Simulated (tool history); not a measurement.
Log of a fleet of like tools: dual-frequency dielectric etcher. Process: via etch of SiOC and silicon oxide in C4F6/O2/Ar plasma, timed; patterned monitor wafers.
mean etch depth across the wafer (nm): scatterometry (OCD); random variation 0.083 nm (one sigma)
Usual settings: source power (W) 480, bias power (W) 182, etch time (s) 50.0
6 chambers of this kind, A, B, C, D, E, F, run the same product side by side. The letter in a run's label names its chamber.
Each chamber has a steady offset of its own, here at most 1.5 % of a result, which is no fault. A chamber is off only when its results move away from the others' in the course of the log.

| run | day | source power (W) | bias power (W) | etch time (s) | hours since the last wet clean | hours since the last source power generator calibration | hours since the last bias power generator calibration | read-back reference wafer on the same gauge, depth_nm | mean etch depth across the wafer (nm) |
|---|---|---|---|---|---|---|---|---|---|
| 1E | 0.258 | 480 | 182 | 50.0 | 408.1 | 335.5 | 1552.7 | 63.697 | 60.574 |
|  | 0.367 | chamber D: wet clean of the chamber |
| 2A | 0.492 | 480 | 182 | 50.0 | 320.9 | 2338.3 | 2088.0 | 63.667 | 60.745 |
| 3D | 0.788 | 480 | 182 | 50.0 | 10.1 | 2185.8 | 1687.3 | 63.680 | 60.604 |
|  | 1.058 | chamber E: wet clean of the chamber |
| 4B | 1.067 | 480 | 182 | 50.0 | 230.6 | 1978.4 | 1253.9 | 63.663 | 60.048 |
| 5C | 1.358 | 480 | 182 | 50.0 | 84.4 | 728.2 | 2419.7 | 63.663 | 60.307 |
| 6F | 1.704 | 480 | 182 | 35.5 | 65.5 | 1085.5 | 1681.2 | 63.662 | 43.226 |
| 7D | 1.908 | 480 | 182 | 35.5 | 37.0 | 2212.7 | 1714.2 | 63.653 | 42.867 |
| 8A | 2.121 | 480 | 182 | 35.5 | 360.0 | 2377.4 | 2127.1 | 63.640 | 43.175 |
| 9E | 2.525 | 480 | 182 | 35.5 | 35.2 | 389.9 | 1607.1 | 63.622 | 43.077 |
| 10C | 2.862 | 480 | 182 | 35.5 | 120.5 | 764.3 | 2455.8 | 63.643 | 42.888 |
| 11B | 3.058 | 480 | 182 | 35.5 | 278.4 | 2026.2 | 1301.7 | 63.619 | 42.617 |
| 12F | 3.388 | 480 | 182 | 50.0 | 105.9 | 1125.9 | 1721.6 | 63.614 | 60.788 |
| 13C | 3.679 | 480 | 182 | 50.0 | 140.1 | 783.9 | 2475.4 | 63.611 | 60.405 |
| 14A | 4.062 | 480 | 182 | 50.0 | 406.6 | 2424.0 | 2173.7 | 63.555 | 60.785 |
| 15F | 4.267 | 480 | 182 | 39.5 | 127.0 | 1147.0 | 1742.7 | 63.593 | 47.919 |
| 16E | 4.500 | 480 | 182 | 39.5 | 82.6 | 437.3 | 1654.5 | 63.571 | 47.799 |
|  | 4.888 | chamber A: wet clean of the chamber |
| 17D | 4.933 | 480 | 182 | 39.5 | 109.6 | 2285.3 | 1786.8 | 63.562 | 47.818 |
| 18B | 5.325 | 480 | 182 | 39.5 | 332.8 | 2080.6 | 1356.1 | 63.559 | 47.170 |
| 19E | 5.696 | 480 | 182 | 39.5 | 111.3 | 466.0 | 1683.2 | 63.558 | 47.830 |
| 20D | 6.008 | 480 | 182 | 39.5 | 135.4 | 2311.1 | 1812.6 | 63.545 | 47.745 |
| 21C | 6.246 | 480 | 182 | 50.0 | 201.7 | 845.5 | 2537.0 | 63.536 | 60.301 |
|  | 6.446 | chamber E: bias power generator calibrated |
| 22B | 6.525 | 480 | 182 | 50.0 | 361.6 | 2109.4 | 1384.9 | 63.530 | 59.776 |
| 23A | 6.904 | 480 | 182 | 50.0 | 48.4 | 2492.2 | 2241.9 | 63.511 | 60.684 |
|  | 7.138 | chamber A: bias power generator calibrated |
| 24F | 7.196 | 480 | 182 | 62.0 | 197.3 | 1217.3 | 1813.0 | 63.506 | 75.217 |
| 25D | 7.588 | 480 | 182 | 62.0 | 173.3 | 2349.0 | 1850.5 | 63.499 | 74.784 |
| 26E | 7.846 | 480 | 182 | 62.0 | 162.9 | 517.6 | 33.6 | 63.479 | 74.795 |
| 27B | 8.179 | 480 | 182 | 62.0 | 401.3 | 2149.1 | 1424.6 | 63.484 | 74.211 |
| 28A | 8.433 | 480 | 182 | 62.0 | 85.1 | 2528.9 | 31.1 | 63.471 | 75.097 |
| 29C | 8.779 | 480 | 182 | 62.0 | 262.5 | 906.3 | 2597.8 | 63.448 | 74.727 |
| 30F | 9.050 | 480 | 182 | 50.0 | 241.8 | 1261.8 | 1857.5 | 63.452 | 60.748 |
| 31D | 9.467 | 480 | 182 | 50.0 | 218.4 | 2394.1 | 1895.6 | 63.411 | 60.381 |
| 32E | 9.767 | 480 | 182 | 50.0 | 209.0 | 563.7 | 79.7 | 63.430 | 60.377 |
| 33A | 10.192 | 480 | 141 | 61.5 | 127.3 | 2571.1 | 73.3 | 63.415 | 68.726 |
| 34F | 10.600 | 480 | 141 | 61.5 | 279.0 | 1299.0 | 1894.7 | 63.398 | 68.871 |
| 35B | 10.975 | 480 | 141 | 61.5 | 468.4 | 2216.2 | 1491.7 | 63.380 | 67.881 |
|  | 11.050 | chamber B: wet clean of the chamber |
| 36C | 11.192 | 480 | 141 | 61.5 | 320.4 | 964.2 | 2655.7 | 63.370 | 68.608 |
| 37B | 11.579 | 480 | 141 | 61.5 | 12.8 | 2230.7 | 1506.2 | 63.384 | 67.835 |
| 38C | 11.988 | 480 | 141 | 61.5 | 339.5 | 983.3 | 2674.8 | 63.392 | 68.573 |
| 39A | 12.375 | 480 | 182 | 50.0 | 179.7 | 2623.5 | 125.7 | 63.356 | 60.508 |
| 40E | 12.604 | 480 | 182 | 50.0 | 277.1 | 631.8 | 147.8 | 63.357 | 60.456 |

Next, every chamber runs the same settings. What will each give?
| 41A | 12.912 | 480 | 222 | 50.0 |  |  |  |  | ? |
| 41B | 12.912 | 480 | 222 | 50.0 |  |  |  |  | ? |
| 41C | 12.912 | 480 | 222 | 50.0 |  |  |  |  | ? |
| 41D | 12.912 | 480 | 222 | 50.0 |  |  |  |  | ? |
| 41E | 12.912 | 480 | 222 | 50.0 |  |  |  |  | ? |
| 41F | 12.912 | 480 | 222 | 50.0 |  |  |  |  | ? |

| run | mean etch depth across the wafer (nm) |
|---|---|
| 41A | 64.548 |
| 41B | 63.574 |
| 41C | 63.931 |
| 41D | 64.377 |
| 41E | 64.254 |
| 41F | 64.582 |
